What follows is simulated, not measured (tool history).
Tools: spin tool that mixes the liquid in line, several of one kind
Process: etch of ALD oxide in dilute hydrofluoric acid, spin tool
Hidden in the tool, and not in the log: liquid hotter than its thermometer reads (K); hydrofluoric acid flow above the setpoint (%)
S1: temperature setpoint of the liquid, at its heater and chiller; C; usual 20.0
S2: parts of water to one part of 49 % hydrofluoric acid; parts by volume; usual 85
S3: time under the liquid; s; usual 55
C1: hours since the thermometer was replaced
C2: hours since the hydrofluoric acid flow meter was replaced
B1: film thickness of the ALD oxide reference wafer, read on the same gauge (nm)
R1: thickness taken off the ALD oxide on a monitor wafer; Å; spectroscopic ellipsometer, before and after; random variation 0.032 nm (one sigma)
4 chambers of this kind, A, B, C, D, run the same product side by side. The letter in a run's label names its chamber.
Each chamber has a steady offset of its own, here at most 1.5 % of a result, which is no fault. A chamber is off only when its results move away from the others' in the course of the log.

{"run": "1B", "hour": 9.3, "S1": 20.0, "S2": 85, "S3": 55, "C1": 1746.0, "C2": 458.1, "B1": 50.01, "R1": 89.18}
{"run": "2A", "hour": 16.0, "S1": 20.0, "S2": 85, "S3": 55, "C1": 722.8, "C2": 400.1, "B1": 49.98, "R1": 88.934}
{"hour": 22.1, "done": "chamber D: thermometer replaced"}
{"run": "3C", "hour": 28.8, "S1": 20.0, "S2": 85, "S3": 55, "C1": 908.9, "C2": 635.4, "B1": 49.98, "R1": 90.296}
{"hour": 32.8, "done": "chamber A: hydrofluoric acid flow meter replaced"}
{"run": "4D", "hour": 39.5, "S1": 20.0, "S2": 85, "S3": 55, "C1": 17.4, "C2": 292.1, "B1": 49.998, "R1": 90.407}
{"run": "5B", "hour": 47.5, "S1": 20.0, "S2": 85, "S3": 55, "C1": 1784.2, "C2": 496.3, "B1": 50.031, "R1": 89.528}
{"run": "6D", "hour": 54.4, "S1": 20.0, "S2": 85, "S3": 55, "C1": 32.3, "C2": 307.0, "B1": 49.984, "R1": 90.492}
{"run": "7A", "hour": 68.7, "S1": 20.0, "S2": 85, "S3": 55, "C1": 775.5, "C2": 35.9, "B1": 50.008, "R1": 88.959}
{"run": "8C", "hour": 80.0, "S1": 20.0, "S2": 85, "S3": 55, "C1": 960.1, "C2": 686.6, "B1": 49.972, "R1": 89.753}
{"run": "9B", "hour": 92.9, "S1": 20.0, "S2": 85, "S3": 55, "C1": 1829.6, "C2": 541.7, "B1": 49.989, "R1": 89.445}
{"hour": 97.0, "done": "chamber A: thermometer replaced"}
{"run": "10D", "hour": 100.4, "S1": 20.0, "S2": 85, "S3": 55, "C1": 78.3, "C2": 353.0, "B1": 49.984, "R1": 90.822}
{"run": "11A", "hour": 112.9, "S1": 20.0, "S2": 85, "S3": 55, "C1": 16.0, "C2": 80.1, "B1": 50.03, "R1": 89.371}
{"run": "12C", "hour": 126.0, "S1": 20.0, "S2": 85, "S3": 55, "C1": 1006.1, "C2": 732.6, "B1": 50.025, "R1": 89.854}
{"run": "13B", "hour": 137.2, "S1": 20.0, "S2": 85, "S3": 80, "C1": 1873.9, "C2": 586.0, "B1": 49.995, "R1": 130.1}
{"run": "14D", "hour": 147.2, "S1": 20.0, "S2": 85, "S3": 80, "C1": 125.1, "C2": 399.8, "B1": 49.937, "R1": 131.58}
{"run": "15C", "hour": 156.0, "S1": 20.0, "S2": 85, "S3": 80, "C1": 1036.1, "C2": 762.6, "B1": 50.012, "R1": 131.25}
{"run": "16A", "hour": 162.4, "S1": 20.0, "S2": 85, "S3": 80, "C1": 65.5, "C2": 129.6, "B1": 50.03, "R1": 130.23}
{"run": "17C", "hour": 170.9, "S1": 20.0, "S2": 85, "S3": 40, "C1": 1051.0, "C2": 777.5, "B1": 49.958, "R1": 65.746}
{"hour": 172.8, "done": "chamber C: hydrofluoric acid flow meter replaced"}
{"run": "18B", "hour": 181.1, "S1": 20.0, "S2": 85, "S3": 40, "C1": 1917.8, "C2": 629.9, "B1": 50.002, "R1": 65.265}
{"run": "19D", "hour": 190.2, "S1": 20.0, "S2": 85, "S3": 40, "C1": 168.1, "C2": 442.8, "B1": 50.008, "R1": 65.825}
{"hour": 198.9, "done": "chamber B: thermometer replaced"}
{"run": "20A", "hour": 203.1, "S1": 20.0, "S2": 85, "S3": 40, "C1": 106.2, "C2": 170.3, "B1": 50.008, "R1": 65.151}
{"run": "21C", "hour": 216.6, "S1": 20.0, "S2": 85, "S3": 55, "C1": 1096.7, "C2": 43.9, "B1": 50.016, "R1": 90.083}
{"run": "22D", "hour": 230.5, "S1": 24.5, "S2": 85, "S3": 70, "C1": 208.4, "C2": 483.1, "B1": 50.001, "R1": 138.63}
{"run": "23B", "hour": 244.0, "S1": 24.5, "S2": 85, "S3": 70, "C1": 45.2, "C2": 692.8, "B1": 50.0, "R1": 136.4}
{"run": "24A", "hour": 251.7, "S1": 24.5, "S2": 85, "S3": 70, "C1": 154.8, "C2": 218.9, "B1": 50.04, "R1": 135.88}
{"run": "25A", "hour": 263.3, "S1": 24.5, "S2": 85, "S3": 70, "C1": 166.4, "C2": 230.5, "B1": 49.984, "R1": 136.95}
{"run": "26B", "hour": 276.1, "S1": 20.0, "S2": 85, "S3": 55, "C1": 77.3, "C2": 724.9, "B1": 49.976, "R1": 89.5}
{"run": "27C", "hour": 288.5, "S1": 20.0, "S2": 85, "S3": 55, "C1": 1168.6, "C2": 115.8, "B1": 50.044, "R1": 89.904}
{"hour": 290.6, "done": "chamber D: hydrofluoric acid flow meter replaced"}
{"run": "28D", "hour": 299.1, "S1": 20.0, "S2": 85, "S3": 55, "C1": 277.0, "C2": 8.5, "B1": 50.074, "R1": 91.092}
{"run": "29C", "hour": 308.0, "S1": 20.0, "S2": 85, "S3": 55, "C1": 1188.1, "C2": 135.3, "B1": 49.982, "R1": 89.379}
{"run": "30B", "hour": 321.2, "S1": 20.0, "S2": 85, "S3": 55, "C1": 122.4, "C2": 770.0, "B1": 50.001, "R1": 89.047}
{"run": "31A", "hour": 335.5, "S1": 20.0, "S2": 55, "S3": 85, "C1": 238.6, "C2": 302.7, "B1": 49.985, "R1": 220.27}
{"run": "32D", "hour": 344.5, "S1": 20.0, "S2": 55, "S3": 85, "C1": 322.4, "C2": 53.9, "B1": 50.061, "R1": 225.86}
{"run": "33B", "hour": 351.4, "S1": 20.0, "S2": 55, "S3": 85, "C1": 152.6, "C2": 800.2, "B1": 49.988, "R1": 219.56}

Is one chamber off against the others, does the gauge drift, or is nothing wrong? If a chamber is off, say which, and what the likeliest cause is.

No chamber stands off beyond its own small offset, and the gauge holds steady.

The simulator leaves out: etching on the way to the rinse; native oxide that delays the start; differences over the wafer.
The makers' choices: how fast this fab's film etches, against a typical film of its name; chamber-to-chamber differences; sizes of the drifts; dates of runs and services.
